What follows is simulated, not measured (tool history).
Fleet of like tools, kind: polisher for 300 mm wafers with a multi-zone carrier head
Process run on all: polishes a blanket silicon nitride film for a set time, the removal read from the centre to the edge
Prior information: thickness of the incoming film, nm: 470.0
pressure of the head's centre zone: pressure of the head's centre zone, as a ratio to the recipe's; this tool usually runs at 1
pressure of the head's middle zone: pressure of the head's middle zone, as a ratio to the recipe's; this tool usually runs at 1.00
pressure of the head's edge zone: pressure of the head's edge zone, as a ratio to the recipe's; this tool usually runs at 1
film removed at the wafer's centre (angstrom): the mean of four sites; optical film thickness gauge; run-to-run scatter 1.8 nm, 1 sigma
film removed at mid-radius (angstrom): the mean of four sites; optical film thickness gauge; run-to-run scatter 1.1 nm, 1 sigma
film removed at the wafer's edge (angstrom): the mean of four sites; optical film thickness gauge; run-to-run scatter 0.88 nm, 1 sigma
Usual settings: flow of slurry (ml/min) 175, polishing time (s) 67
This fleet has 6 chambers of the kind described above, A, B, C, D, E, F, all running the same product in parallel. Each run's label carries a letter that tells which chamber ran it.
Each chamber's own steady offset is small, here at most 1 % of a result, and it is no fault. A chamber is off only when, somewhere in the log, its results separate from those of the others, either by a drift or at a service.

run    day  flow of slurry (ml/min)  pressure of the head's centre zone  pressure of the head's middle zone  pressure of the head's edge zone  polishing time (s)  wafers polished on this pad  hours since the slurry nozzle was cleaned  hours since the centre zone pressure was calibrated  hours since the edge zone pressure was calibrated  film removed at the wafer's centre (angstrom)  film removed at mid-radius (angstrom)  film removed at the wafer's edge (angstrom)
 1F  0.125                      175                                   1                                1.00                                 1                  67                          522                                      180.0                                                333.6                                              482.6                                         1448.0                                 1452.6                                       1443.1
 2B  0.354                      175                                   1                                1.00                                 1                  67                          711                                      601.2                                                911.7                                              272.8                                         1447.5                                 1467.3                                       1483.0
 3E  0.558                      175                                   1                                1.00                                 1                  67                         1112                                      485.3                                                433.9                                              202.8                                         1438.8                                 1463.0                                       1468.8
     0.688  -- chamber A: worn pad replaced by a new one
 4C  0.725                      175                                   1                                1.00                                 1                  67                          416                                      392.6                                                432.8                                              206.5                                         1483.7                                 1454.1                                       1436.9
     0.729  -- chamber F: worn pad replaced by a new one
 5A  0.929                      175                                   1                                1.00                                 1                  67                           72                                      289.1                                                746.0                                              287.3                                         1457.1                                 1446.4                                       1486.1
     0.967  -- chamber C: worn pad replaced by a new one
 6D  1.112                      175                                   1                                1.00                                 1                  67                         1233                                      819.6                                                 96.2                                              674.4                                         1481.3                                 1460.9                                       1451.8
 7F  1.383                      175                                   1                                1.00                                 1                  67                          194                                      210.2                                                363.8                                              512.8                                         1449.0                                 1456.4                                       1445.5
     1.438  -- chamber E: worn pad replaced by a new one
 8C  1.508                      175                                   1                                1.00                                 1                  67                          161                                      411.4                                                451.6                                              225.3                                         1448.8                                 1452.8                                       1452.0
     1.650  -- chamber D: worn pad replaced by a new one
 9E  1.779                      175                                   1                                1.00                                 1                  67                          102                                      514.6                                                463.2                                              232.1                                         1444.1                                 1449.6                                       1461.7
     1.829  -- chamber B: slurry nozzle cleaned
10A  2.033                      175                                   1                                1.00                                 1                  67                          399                                      315.6                                                772.5                                              313.8                                         1447.0                                 1454.3                                       1462.2
11D  2.292                      175                                   1                                1.00                                 1                  67                          190                                      847.9                                                124.5                                              702.7                                         1462.5                                 1484.1                                       1428.2
     2.362  -- chamber B: worn pad replaced by a new one
12B  2.442                      175                                   1                                1.00                                 1                  67                           23                                       14.7                                                961.8                                              322.9                                         1456.2                                 1464.5                                       1481.7
13D  2.612                      175                                   1                                1.00                                 1                  67                          285                                      855.6                                                132.2                                              710.4                                         1450.5                                 1453.8                                       1437.5
14F  2.771                      175                                   1                                1.00                                 1                  67                          605                                      243.5                                                397.1                                              546.1                                         1442.3                                 1463.9                                       1446.7
     2.775  -- chamber C: worn pad replaced by a new one
15E  2.896                      175                                   1                                1.00                                 1                  67                          432                                      541.4                                                490.0                                              258.9                                         1440.3                                 1464.5                                       1459.3
16C  3.025                      175                                   1                                1.00                                 1                  67                           74                                      447.8                                                488.0                                              261.7                                         1470.4                                 1446.4                                       1446.4
     3.062  -- chamber D: slurry nozzle cleaned
17B  3.179                      175                                   1                                1.00                                 1                  67                          242                                       32.4                                                979.5                                              340.6                                         1462.9                                 1482.4                                       1465.7
     3.304  -- chamber B: centre zone pressure recalibrated
18A  3.400                      175                                   1                                1.00                                 1                  67                          804                                      348.4                                                805.3                                              346.6                                         1475.6                                 1472.5                                       1472.0
     3.500  -- chamber F: worn pad replaced by a new one
19C  3.588                      175                                   1                                1.00                                 1                  67                          240                                      461.3                                                501.5                                              275.2                                         1474.7                                 1437.7                                       1445.7
20A  3.717                      175                                   1                                1.00                                 1                  67                          898                                      356.0                                                812.9                                              354.2                                         1442.6                                 1453.3                                       1469.5
21D  3.962                      155                                   1                                0.93                                 1                  67                          685                                       21.7                                                164.6                                              742.8                                         1407.6                                 1341.6                                       1423.2
22B  4.212                      155                                   1                                0.93                                 1                  67                          548                                       57.2                                                 21.8                                              365.4                                         1262.8                                 1342.3                                       1456.7
23F  4.354                      155                                   1                                0.93                                 1                  67                          253                                      281.5                                                435.1                                              584.1                                         1405.1                                 1345.3                                       1431.5
24E  4.479                      155                                   1                                0.93                                 1                  67                          901                                      579.4                                                528.0                                              296.9                                         1412.7                                 1337.1                                       1454.5
     4.512  -- chamber E: slurry nozzle cleaned
     4.554  -- chamber C: worn pad replaced by a new one
     4.675  -- chamber F: slurry nozzle cleaned
25A  4.708                      155                                   1                                0.93                                 1                  67                         1191                                      379.8                                                836.7                                              378.0                                         1402.7                                 1337.3                                       1449.1
     4.712  -- chamber A: worn pad replaced by a new one
26B  4.962                      155                                   1                                0.93                                 1                  67                          770                                       75.2                                                 39.8                                              383.4                                         1234.8                                 1339.5                                       1455.5
27F  5.162                      175                                   1                                1.00                                 1                  67                          492                                       11.7                                                454.5                                              603.5                                         1482.1                                 1453.0                                       1444.2
28D  5.433                      175                                   1                                1.00                                 1                  67                         1120                                       57.0                                                199.9                                              778.1                                         1473.8                                 1456.6                                       1453.8
29C  5.700                      175                                   1                                1.00                                 1                  67                          340                                      512.0                                                552.2                                              325.9                                         1448.1                                 1464.9                                       1438.5
     5.825  -- chamber D: worn pad replaced by a new one
     5.879  -- chamber E: worn pad replaced by a new one
30E  5.954                      175                                   1                                1.00                                 1                  67                           23                                       34.7                                                563.4                                              332.3                                         1425.9                                 1451.2                                       1454.2
     6.150  -- chamber F: worn pad replaced by a new one
31D  6.171                      175                                   1                                1.00                                 1                  67                          103                                       74.7                                                217.6                                              795.8                                         1492.5                                 1460.9                                       1435.2
     6.250  -- chamber C: worn pad replaced by a new one
32B  6.412                      175                                   1                                1.00                                 1                  67                         1199                                      110.0                                                 74.6                                              418.2                                         1297.1                                 1452.6                                       1471.4
33A  6.567                      175                                   1                                1.00                                 1                  67                          549                                      424.4                                                881.3                                              422.6                                         1407.5                                 1449.9                                       1468.8
34F  6.704                      175                                   1                                1.00                                 1                  67                          165                                       48.7                                                491.5                                              640.5                                         1412.6                                 1455.4                                       1452.5
35E  6.883                      175                                   1                                1.00                                 1                  67                          298                                       57.0                                                585.7                                              354.6                                         1467.3                                 1450.0                                       1471.8
36C  7.154                      175                                   1                                1.10                                 1                  67                          268                                      546.9                                                587.1                                              360.8                                         1437.8                                 1557.8                                       1451.6
37F  7.396                      175                                   1                                1.10                                 1                  67                          370                                       65.3                                                508.1                                              657.1                                         1475.8                                 1587.2                                       1434.7
38A  7.608                      175                                   1                                1.10                                 1                  67                          858                                      449.4                                                906.3                                              447.6                                         1446.2                                 1586.8                                       1460.6
39C  7.829                      175                                   1                                1.10                                 1                  67                          468                                      563.1                                                603.3                                              377.0                                         1416.4                                 1593.6                                       1431.7

The same settings go to every chamber for the next run, one line per chamber below. Forecast the results for each:
40A  8.025                      175                                   1                                1.00                                 1                  67                                                                                                                                                                                                                              ?                                      ?                                            ?
40B  8.025                      175                                   1                                1.00                                 1                  67                                                                                                                                                                                                                              ?                                      ?                                            ?
40C  8.025                      175                                   1                                1.00                                 1                  67                                                                                                                                                                                                                              ?                                      ?                                            ?
40D  8.025                      175                                   1                                1.00                                 1                  67                                                                                                                                                                                                                              ?                                      ?                                            ?
40E  8.025                      175                                   1                                1.00                                 1                  67                                                                                                                                                                                                                              ?                                      ?                                            ?
40F  8.025                      175                                   1                                1.00                                 1                  67                                                                                                                                                                                                                              ?                                      ?                                            ?

run  film removed at the wafer's centre (angstrom)  film removed at mid-radius (angstrom)  film removed at the wafer's edge (angstrom)
40A                                         1442.1                                 1440.4                                       1460.2
40B                                         1286.3                                 1479.1                                       1482.4
40C                                         1447.6                                 1449.2                                       1420.1
40D                                         1486.8                                 1474.0                                       1452.3
40E                                         1478.8                                 1431.5                                       1473.9
40F                                         1448.1                                 1471.6                                       1464.9
